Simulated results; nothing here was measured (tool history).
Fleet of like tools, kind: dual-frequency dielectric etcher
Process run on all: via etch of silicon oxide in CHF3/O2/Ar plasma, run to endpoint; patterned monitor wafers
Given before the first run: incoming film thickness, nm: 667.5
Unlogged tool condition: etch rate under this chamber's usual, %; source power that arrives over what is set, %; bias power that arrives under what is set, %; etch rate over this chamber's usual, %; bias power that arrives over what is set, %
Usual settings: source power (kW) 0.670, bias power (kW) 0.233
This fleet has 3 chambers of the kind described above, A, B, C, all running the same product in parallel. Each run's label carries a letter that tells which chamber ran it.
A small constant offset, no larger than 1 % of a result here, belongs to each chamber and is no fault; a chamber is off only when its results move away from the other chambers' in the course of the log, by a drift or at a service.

run,day,source power (kW),bias power (kW),hours since the last wet clean,hours since the last source power generator calibration,hours since the last bias power generator calibration,endpoint time (s)
1A,0.542,0.670,0.233,231.3,1962.7,1362.0,294.95
2C,0.900,0.670,0.233,310.7,1768.6,3053.7,296.90
# day 1.250: chamber C: wet clean of the chamber
3B,1.267,0.670,0.233,119.9,2743.9,2222.5,295.82
4C,1.829,0.670,0.233,14.0,1790.9,3076.0,295.23
5A,2.412,0.670,0.233,276.2,2007.6,1406.9,291.70
6B,2.917,0.670,0.233,159.5,2783.5,2262.1,295.02
7A,3.246,0.670,0.233,296.2,2027.6,1426.9,293.23
8B,3.638,0.670,0.233,176.8,2800.8,2279.4,297.23
9C,4.250,0.670,0.233,72.1,1849.0,3134.1,294.16
# day 4.654: chamber C: bias power generator calibrated
10A,4.654,0.670,0.233,330.0,2061.4,1460.7,295.56
11B,5.158,0.670,0.233,213.3,2837.3,2315.9,296.87
12C,5.588,0.670,0.233,104.2,1881.1,22.4,298.65
13B,6.021,0.670,0.233,234.0,2858.0,2336.6,297.40
14A,6.383,0.670,0.233,371.5,2102.9,1502.2,293.64
15C,6.850,0.670,0.233,134.5,1911.4,52.7,295.44
16C,7.388,0.670,0.233,147.4,1924.3,65.6,295.28
17A,7.712,0.670,0.233,403.4,2134.8,1534.1,295.35
18B,8.033,0.670,0.233,282.3,2906.3,2384.9,295.27
# day 8.496: chamber A: wet clean of the chamber
19C,8.625,0.670,0.233,177.1,1954.0,95.3,293.42
20A,8.971,0.670,0.263,11.5,2165.0,1564.3,295.75
21B,9.329,0.670,0.263,313.4,2937.4,2416.0,284.57
22A,9.621,0.670,0.263,27.1,2180.6,1579.9,295.89
23B,9.921,0.670,0.233,327.6,2951.6,2430.2,297.56
24C,10.504,0.670,0.233,222.2,1999.1,140.4,296.22
25A,11.112,0.670,0.233,62.9,2216.4,1615.7,309.52
# day 11.188: chamber B: wet clean of the chamber
26B,11.646,0.670,0.233,11.0,2993.0,2471.6,295.91
27C,12.146,0.670,0.233,261.6,2038.5,179.8,296.67
28C,12.425,0.670,0.233,268.3,2045.2,186.5,295.60
29A,12.954,0.670,0.233,107.1,2260.6,1659.9,309.27
30B,13.500,0.670,0.233,55.5,3037.5,2516.1,295.45
31A,13.988,0.670,0.233,131.9,2285.4,1684.7,311.88
32C,14.517,0.670,0.233,318.5,2095.4,236.7,297.38
33B,15.021,0.670,0.233,92.0,3074.0,2552.6,294.98

The same settings go to every chamber for the next run, one line per chamber below. Forecast the results for each:
34A,15.458,0.670,0.233,,,,?
34B,15.458,0.670,0.233,,,,?
34C,15.458,0.670,0.233,,,,?

run,endpoint time (s)
34A,308.50
34B,298.02
34C,296.02
